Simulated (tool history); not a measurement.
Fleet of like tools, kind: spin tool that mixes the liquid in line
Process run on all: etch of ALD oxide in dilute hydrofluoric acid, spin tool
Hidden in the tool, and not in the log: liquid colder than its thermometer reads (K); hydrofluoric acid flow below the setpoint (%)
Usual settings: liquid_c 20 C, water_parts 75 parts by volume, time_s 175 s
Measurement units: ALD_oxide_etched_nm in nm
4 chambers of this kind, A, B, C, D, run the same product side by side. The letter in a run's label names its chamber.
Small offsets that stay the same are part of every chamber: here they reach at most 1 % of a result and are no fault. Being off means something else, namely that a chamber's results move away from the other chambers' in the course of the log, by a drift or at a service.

run	day	liquid_c	water_parts	time_s	hours since the thermometer was replaced	hours since the hydrofluoric acid flow meter was replaced	read-back film thickness of the ALD oxide reference wafer, read on the same gauge (nm)	ALD_oxide_etched_nm
1B	0.392	20	75	175	1088.4	127.8	129.99	36.428
2D	0.775	20	75	175	920.6	459	130.03	36.448
3C	1.233	20	75	175	1085.2	315.1	130.01	36.309
4A	1.767	20	75	175	650.7	100.2	130	35.995
5B	2.117	20	75	175	1129.8	169.2	130	36.421
6D	2.375	20	75	175	959	497.4	130	36.092
7A	2.792	20	75	175	675.3	124.8	130	35.875
8C	3.325	20	75	175	1135.4	365.3	130.01	36.211
9D	3.812	20	75	175	993.5	531.9	130	36.295
10A	4.196	20	75	175	709	158.5	130.02	36.203
11C	4.638	20	75	175	1166.9	396.8	129.97	36.202
12B	5.004	20	75	175	1199.1	238.5	130	36.445
13B	5.442	20	75	280	1209.6	249	130	58.467
14D	5.733	20	75	280	1039.6	578	130	58.172
15A	6.008	20	75	280	752.5	202	129.98	58.104
16C	6.5	20	75	280	1211.6	441.5	130.01	57.963
17A	6.929	20	75	175	774.6	224.1	130.01	35.926
18B	7.488	20	75	175	1258.7	298.1	130	36.171
19C	7.771	20	75	175	1242.1	472	130.01	35.858
# day 7.979: chamber D: hydrofluoric acid flow meter replaced
20D	8.254	20	75	175	1100.1	6.7	129.99	36.179
21D	8.583	20	75	175	1108	14.6	130.01	36.164
22B	9.033	20	75	175	1295.8	335.2	130	36.344
# day 9.433: chamber A: thermometer replaced
23A	9.592	20	75	175	3.9	288	130	36.04
24C	9.971	20	75	175	1294.9	524.8	129.99	35.898
25D	10.4	20	75	175	1151.6	58.2	130	36.353
26A	10.867	20	75	175	34.5	318.6	130.02	36.145
27B	11.225	20	75	175	1348.4	387.8	129.98	36.371
28C	11.646	20	75	175	1335.1	565	129.99	35.686
29A	12.046	20	75	175	62.8	346.9	130	36.117
30C	12.433	20	75	175	1354	583.9	130.01	35.672
31D	12.925	20	75	175	1212.2	118.8	130	36.401
32B	13.383	20	75	175	1400.2	439.6	129.99	36.044
33B	13.85	20	75	175	1411.4	450.8	130	36.042
34D	14.25	20	75	175	1244	150.6	130	36.333
35A	14.754	20	75	175	127.8	411.9	130	36.093
36C	15.229	20	75	175	1421.1	651	130	35.165
37D	15.533	20	75	175	1274.8	181.4	130.03	36.111
38B	16	20	75	175	1463	502.4	129.98	36.378
39A	16.379	17	45	175	166.8	450.9	130.02	54.382
# day 16.633: chamber B: hydrofluoric acid flow meter replaced
40C	16.671	17	45	175	1455.7	685.6	130	53.211
41A	17.046	17	45	175	182.8	466.9	129.99	54.331
42C	17.417	17	45	175	1473.6	703.5	130	53.107
43B	17.725	20	75	175	1504.4	26.3	130.01	36.178

Predict what each chamber gives when all 4 of them run the settings below next.
44A	18.138	20	75	175				?
44B	18.138	20	75	175				?
44C	18.138	20	75	175				?
44D	18.138	20	75	175				?

run	ALD_oxide_etched_nm
44A	36.069
44B	36.351
44C	35.111
44D	36.359
